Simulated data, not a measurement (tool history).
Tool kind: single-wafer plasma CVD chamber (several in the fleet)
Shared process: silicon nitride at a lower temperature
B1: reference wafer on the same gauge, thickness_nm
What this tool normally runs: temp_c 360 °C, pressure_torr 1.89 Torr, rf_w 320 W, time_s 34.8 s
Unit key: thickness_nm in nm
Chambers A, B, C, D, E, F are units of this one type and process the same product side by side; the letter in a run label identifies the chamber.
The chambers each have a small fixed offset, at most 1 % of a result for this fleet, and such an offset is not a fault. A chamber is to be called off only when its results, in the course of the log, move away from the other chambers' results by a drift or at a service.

Run 1A, hour 10.2: usual settings; B1 48.368. Result: thickness_nm 44.614 nm.
Run 2E, hour 15.9: usual settings; B1 48.375. Result: thickness_nm 44.729 nm.
Run 3C, hour 20.9: usual settings; B1 48.402. Result: thickness_nm 44.603 nm.
Run 4B, hour 27.3: usual settings; B1 48.422. Result: thickness_nm 44.66 nm.
Run 5D, hour 34.7: usual settings; B1 48.421. Result: thickness_nm 44.566 nm.
Run 6F, hour 41.4: usual settings; B1 48.441. Result: thickness_nm 44.214 nm.
Run 7C, hour 46.5: usual settings; B1 48.394. Result: thickness_nm 44.672 nm.
Run 8D, hour 55.8: usual settings; B1 48.401. Result: thickness_nm 44.467 nm.
Run 9B, hour 66.8: usual settings; B1 48.434. Result: thickness_nm 44.603 nm.
Run 10E, hour 72.2: usual settings; B1 48.425. Result: thickness_nm 45.121 nm.
Run 11F, hour 82: usual settings; B1 48.451. Result: thickness_nm 44.508 nm.
Run 12A, hour 92.7: usual settings; B1 48.314. Result: thickness_nm 44.133 nm.
Run 13F, hour 104.2: usual settings but temp_c 368 °C, rf_w 350 W; B1 48.363. Result: thickness_nm 46.898 nm.
Run 14B, hour 114.7: usual settings but temp_c 368 °C, rf_w 350 W; B1 48.427. Result: thickness_nm 47.178 nm.
Run 15D, hour 122.4: usual settings but temp_c 368 °C, rf_w 350 W; B1 48.41. Result: thickness_nm 47.033 nm.
Run 16A, hour 128.5: usual settings but temp_c 368 °C, rf_w 350 W; B1 48.417. Result: thickness_nm 46.876 nm.
At hour 135.7: chamber C: capacitance manometer re-zeroed and calibrated.
Run 17C, hour 136: usual settings but temp_c 368 °C, rf_w 350 W; B1 48.415. Result: thickness_nm 47.278 nm.
Run 18E, hour 141.2: usual settings but temp_c 368 °C, rf_w 350 W; B1 48.323. Result: thickness_nm 47.497 nm.
Run 19D, hour 149.6: usual settings; B1 48.441. Result: thickness_nm 44.404 nm.
Run 20E, hour 155.7: usual settings; B1 48.372. Result: thickness_nm 45.08 nm.
Run 21A, hour 164: usual settings; B1 48.461. Result: thickness_nm 43.786 nm.
Run 22F, hour 174.3: usual settings; B1 48.422. Result: thickness_nm 44.515 nm.
Run 23C, hour 180.6: usual settings but temp_c 374 °C, pressure_torr 1.59 Torr; B1 48.405. Result: thickness_nm 42.213 nm.
Run 24B, hour 185.8: usual settings but temp_c 374 °C, pressure_torr 1.59 Torr; B1 48.43. Result: thickness_nm 42.35 nm.
Run 25D, hour 194.5: usual settings but temp_c 374 °C, pressure_torr 1.59 Torr; B1 48.437. Result: thickness_nm 42.438 nm.
Run 26E, hour 199.8: usual settings but temp_c 374 °C, pressure_torr 1.59 Torr; B1 48.403. Result: thickness_nm 42.814 nm.
At hour 201.1: chamber C: thermocouple changed; heater temperature recalibrated.
Run 27C, hour 211: usual settings but temp_c 374 °C, pressure_torr 1.59 Torr; B1 48.342. Result: thickness_nm 42.117 nm.
Run 28F, hour 218.3: usual settings but temp_c 374 °C, pressure_torr 1.59 Torr; B1 48.419. Result: thickness_nm 42.068 nm.
Run 29B, hour 229.3: usual settings but time_s 38.4 s; B1 48.464. Result: thickness_nm 49.563 nm.
Run 30A, hour 239.7: usual settings but time_s 38.4 s; B1 48.413. Result: thickness_nm 49.062 nm.
Run 31D, hour 247.3: usual settings but time_s 38.4 s; B1 48.413. Result: thickness_nm 48.774 nm.
Run 32B, hour 257.5: usual settings but time_s 38.4 s; B1 48.366. Result: thickness_nm 49.356 nm.
Run 33A, hour 265.5: usual settings but time_s 38.4 s; B1 48.425. Result: thickness_nm 48.94 nm.
Run 34E, hour 272.4: usual settings but time_s 38.4 s; B1 48.431. Result: thickness_nm 49.415 nm.
Run 35F, hour 277.5: usual settings; B1 48.396. Result: thickness_nm 44.523 nm.
Run 36C, hour 287.2: usual settings; B1 48.354. Result: thickness_nm 45.002 nm.
Run 37B, hour 298.5: usual settings; B1 48.433. Result: thickness_nm 44.421 nm.
Run 38C, hour 304: usual settings but pressure_torr 2.1 Torr; B1 48.398. Result: thickness_nm 46.026 nm.
Run 39F, hour 314.2: usual settings but pressure_torr 2.1 Torr; B1 48.423. Result: thickness_nm 45.355 nm.
Run 40A, hour 323.9: usual settings but pressure_torr 2.1 Torr; B1 48.394. Result: thickness_nm 45.843 nm.
Run 41D, hour 332.6: usual settings but pressure_torr 2.1 Torr; B1 48.365. Result: thickness_nm 45.729 nm.

All chambers now run identical settings, listed one chamber a line with results as question marks. What results will each chamber show?
Run 42A, hour 340.8: usual settings but rf_w 275 W. Result: thickness_nm ?.
Run 42B, hour 340.8: usual settings but rf_w 275 W. Result: thickness_nm ?.
Run 42C, hour 340.8: usual settings but rf_w 275 W. Result: thickness_nm ?.
Run 42D, hour 340.8: usual settings but rf_w 275 W. Result: thickness_nm ?.
Run 42E, hour 340.8: usual settings but rf_w 275 W. Result: thickness_nm ?.
Run 42F, hour 340.8: usual settings but rf_w 275 W. Result: thickness_nm ?.

run  thickness_nm
42A        39.843
42B        40.386
42C        40.198
42D        40.242
42E        40.681
42F        40.266
